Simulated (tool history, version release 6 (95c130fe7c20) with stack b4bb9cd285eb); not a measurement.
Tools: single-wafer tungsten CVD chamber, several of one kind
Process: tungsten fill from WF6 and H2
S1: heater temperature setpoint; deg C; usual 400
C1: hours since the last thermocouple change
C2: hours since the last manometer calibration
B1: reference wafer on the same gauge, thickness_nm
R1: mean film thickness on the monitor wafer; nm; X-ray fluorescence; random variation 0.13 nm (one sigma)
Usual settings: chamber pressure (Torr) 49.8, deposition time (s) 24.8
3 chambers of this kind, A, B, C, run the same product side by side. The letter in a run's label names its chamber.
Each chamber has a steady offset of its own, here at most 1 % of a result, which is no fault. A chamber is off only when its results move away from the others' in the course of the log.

{"run": "1B", "hour": 4.6, "S1": 400, "chamber pressure (Torr)": 49.8, "deposition time (s)": 24.8, "C1": 1872.3, "C2": 519.2, "B1": 100.2, "R1": 90.941}
{"run": "2C", "hour": 11.0, "S1": 400, "chamber pressure (Torr)": 49.8, "deposition time (s)": 24.8, "C1": 1308.5, "C2": 2492.1, "B1": 100.18, "R1": 91.08}
{"run": "3A", "hour": 16.1, "S1": 400, "chamber pressure (Torr)": 49.8, "deposition time (s)": 24.8, "C1": 1608.6, "C2": 80.6, "B1": 100.24, "R1": 91.634}
{"run": "4C", "hour": 22.0, "S1": 400, "chamber pressure (Torr)": 49.8, "deposition time (s)": 24.8, "C1": 1319.5, "C2": 2503.1, "B1": 100.25, "R1": 90.763}
{"run": "5B", "hour": 28.3, "S1": 400, "chamber pressure (Torr)": 49.8, "deposition time (s)": 24.8, "C1": 1896.0, "C2": 542.9, "B1": 100.29, "R1": 90.964}
{"run": "6A", "hour": 34.2, "S1": 400, "chamber pressure (Torr)": 49.8, "deposition time (s)": 24.8, "C1": 1626.7, "C2": 98.7, "B1": 100.3, "R1": 91.91}
{"run": "7C", "hour": 40.8, "S1": 400, "chamber pressure (Torr)": 49.8, "deposition time (s)": 24.8, "C1": 1338.3, "C2": 2521.9, "B1": 100.37, "R1": 90.668}
{"run": "8A", "hour": 47.8, "S1": 400, "chamber pressure (Torr)": 49.8, "deposition time (s)": 24.8, "C1": 1640.3, "C2": 112.3, "B1": 100.3, "R1": 91.408}
{"run": "9B", "hour": 54.3, "S1": 400, "chamber pressure (Torr)": 49.8, "deposition time (s)": 24.8, "C1": 1922.0, "C2": 568.9, "B1": 100.32, "R1": 91.074}
{"run": "10B", "hour": 58.9, "S1": 400, "chamber pressure (Torr)": 49.8, "deposition time (s)": 24.8, "C1": 1926.6, "C2": 573.5, "B1": 100.37, "R1": 91.153}
{"run": "11C", "hour": 65.2, "S1": 407, "chamber pressure (Torr)": 49.8, "deposition time (s)": 27.0, "C1": 1362.7, "C2": 2546.3, "B1": 100.34, "R1": 112.4}
{"run": "12A", "hour": 72.3, "S1": 407, "chamber pressure (Torr)": 49.8, "deposition time (s)": 27.0, "C1": 1664.8, "C2": 136.8, "B1": 100.4, "R1": 113.36}
{"run": "13A", "hour": 78.7, "S1": 407, "chamber pressure (Torr)": 49.8, "deposition time (s)": 27.0, "C1": 1671.2, "C2": 143.2, "B1": 100.43, "R1": 113.23}
{"run": "14B", "hour": 85.7, "S1": 400, "chamber pressure (Torr)": 49.8, "deposition time (s)": 24.8, "C1": 1953.4, "C2": 600.3, "B1": 100.42, "R1": 91.273}
{"run": "15C", "hour": 91.9, "S1": 405, "chamber pressure (Torr)": 49.8, "deposition time (s)": 28.6, "C1": 1389.4, "C2": 2573.0, "B1": 100.41, "R1": 114.88}
{"hour": 92.4, "done": "chamber A: thermocouple changed; heater temperature recalibrated"}
{"run": "16C", "hour": 95.3, "S1": 405, "chamber pressure (Torr)": 49.8, "deposition time (s)": 28.6, "C1": 1392.8, "C2": 2576.4, "B1": 100.44, "R1": 115.02}
{"run": "17A", "hour": 100.7, "S1": 405, "chamber pressure (Torr)": 49.8, "deposition time (s)": 28.6, "C1": 8.3, "C2": 165.2, "B1": 100.46, "R1": 116.1}
{"run": "18B", "hour": 104.3, "S1": 400, "chamber pressure (Torr)": 49.8, "deposition time (s)": 24.8, "C1": 1972.0, "C2": 618.9, "B1": 100.46, "R1": 91.083}
{"hour": 108.4, "done": "chamber C: thermocouple changed; heater temperature recalibrated"}
{"run": "19B", "hour": 108.9, "S1": 392, "chamber pressure (Torr)": 61.5, "deposition time (s)": 24.8, "C1": 1976.6, "C2": 623.5, "B1": 100.46, "R1": 85.9}
{"run": "20C", "hour": 113.0, "S1": 392, "chamber pressure (Torr)": 61.5, "deposition time (s)": 24.8, "C1": 4.6, "C2": 2594.1, "B1": 100.49, "R1": 85.987}
{"run": "21A", "hour": 118.2, "S1": 392, "chamber pressure (Torr)": 61.5, "deposition time (s)": 24.8, "C1": 25.8, "C2": 182.7, "B1": 100.51, "R1": 86.607}
{"run": "22C", "hour": 122.4, "S1": 400, "chamber pressure (Torr)": 49.8, "deposition time (s)": 24.8, "C1": 14.0, "C2": 2603.5, "B1": 100.52, "R1": 91.096}
{"run": "23A", "hour": 126.8, "S1": 400, "chamber pressure (Torr)": 49.8, "deposition time (s)": 24.8, "C1": 34.4, "C2": 191.3, "B1": 100.53, "R1": 92.044}
{"run": "24B", "hour": 132.6, "S1": 394, "chamber pressure (Torr)": 49.8, "deposition time (s)": 22.6, "C1": 2000.3, "C2": 647.2, "B1": 100.55, "R1": 74.281}
{"run": "25B", "hour": 139.3, "S1": 394, "chamber pressure (Torr)": 49.8, "deposition time (s)": 22.6, "C1": 2007.0, "C2": 653.9, "B1": 100.52, "R1": 74.132}
{"run": "26C", "hour": 143.2, "S1": 394, "chamber pressure (Torr)": 49.8, "deposition time (s)": 22.6, "C1": 34.8, "C2": 2624.3, "B1": 100.55, "R1": 74.182}
{"run": "27A", "hour": 146.9, "S1": 400, "chamber pressure (Torr)": 49.8, "deposition time (s)": 24.8, "C1": 54.5, "C2": 211.4, "B1": 100.56, "R1": 91.867}
{"run": "28A", "hour": 154.0, "S1": 400, "chamber pressure (Torr)": 49.8, "deposition time (s)": 24.8, "C1": 61.6, "C2": 218.5, "B1": 100.6, "R1": 91.734}
{"run": "29C", "hour": 159.6, "S1": 400, "chamber pressure (Torr)": 49.8, "deposition time (s)": 24.8, "C1": 51.2, "C2": 2640.7, "B1": 100.57, "R1": 91.098}
{"run": "30B", "hour": 164.6, "S1": 400, "chamber pressure (Torr)": 49.8, "deposition time (s)": 24.8, "C1": 2032.3, "C2": 679.2, "B1": 100.6, "R1": 91.353}
{"run": "31B", "hour": 169.1, "S1": 400, "chamber pressure (Torr)": 49.8, "deposition time (s)": 24.8, "C1": 2036.8, "C2": 683.7, "B1": 100.66, "R1": 91.147}
{"run": "32A", "hour": 176.2, "S1": 400, "chamber pressure (Torr)": 49.8, "deposition time (s)": 24.8, "C1": 83.8, "C2": 240.7, "B1": 100.66, "R1": 92.148}
{"run": "33C", "hour": 180.5, "S1": 400, "chamber pressure (Torr)": 49.8, "deposition time (s)": 24.8, "C1": 72.1, "C2": 2661.6, "B1": 100.64, "R1": 91.208}
{"run": "34B", "hour": 184.7, "S1": 400, "chamber pressure (Torr)": 49.8, "deposition time (s)": 24.8, "C1": 2052.4, "C2": 699.3, "B1": 100.66, "R1": 91.33}
{"run": "35A", "hour": 191.5, "S1": 392, "chamber pressure (Torr)": 58.7, "deposition time (s)": 24.8, "C1": 99.1, "C2": 256.0, "B1": 100.65, "R1": 85.194}
{"run": "36C", "hour": 195.4, "S1": 392, "chamber pressure (Torr)": 58.7, "deposition time (s)": 24.8, "C1": 87.0, "C2": 2676.5, "B1": 100.72, "R1": 84.114}
{"run": "37A", "hour": 199.2, "S1": 392, "chamber pressure (Torr)": 58.7, "deposition time (s)": 24.8, "C1": 106.8, "C2": 263.7, "B1": 100.7, "R1": 85.029}
{"run": "38C", "hour": 204.9, "S1": 400, "chamber pressure (Torr)": 49.8, "deposition time (s)": 24.8, "C1": 96.5, "C2": 2686.0, "B1": 100.72, "R1": 91.258}
{"run": "39B", "hour": 209.4, "S1": 400, "chamber pressure (Torr)": 49.8, "deposition time (s)": 24.8, "C1": 2077.1, "C2": 724.0, "B1": 100.71, "R1": 91.294}
{"run": "40C", "hour": 214.1, "S1": 400, "chamber pressure (Torr)": 45.1, "deposition time (s)": 27.3, "C1": 105.7, "C2": 2695.2, "B1": 100.72, "R1": 96.012}
{"run": "41A", "hour": 221.5, "S1": 400, "chamber pressure (Torr)": 45.1, "deposition time (s)": 27.3, "C1": 129.1, "C2": 286.0, "B1": 100.79, "R1": 96.888}
{"run": "42B", "hour": 225.6, "S1": 400, "chamber pressure (Torr)": 45.1, "deposition time (s)": 27.3, "C1": 2093.3, "C2": 740.2, "B1": 100.78, "R1": 96.378}

What goes on in this fleet: one chamber off, a drifting gauge, or nothing beyond the chambers' own small offsets? Name the chamber and the cause, if any.

The gauge drifts, so all chambers seem to drift together. No chamber is off.
Cause: gauge reads high (%) = 0.586.
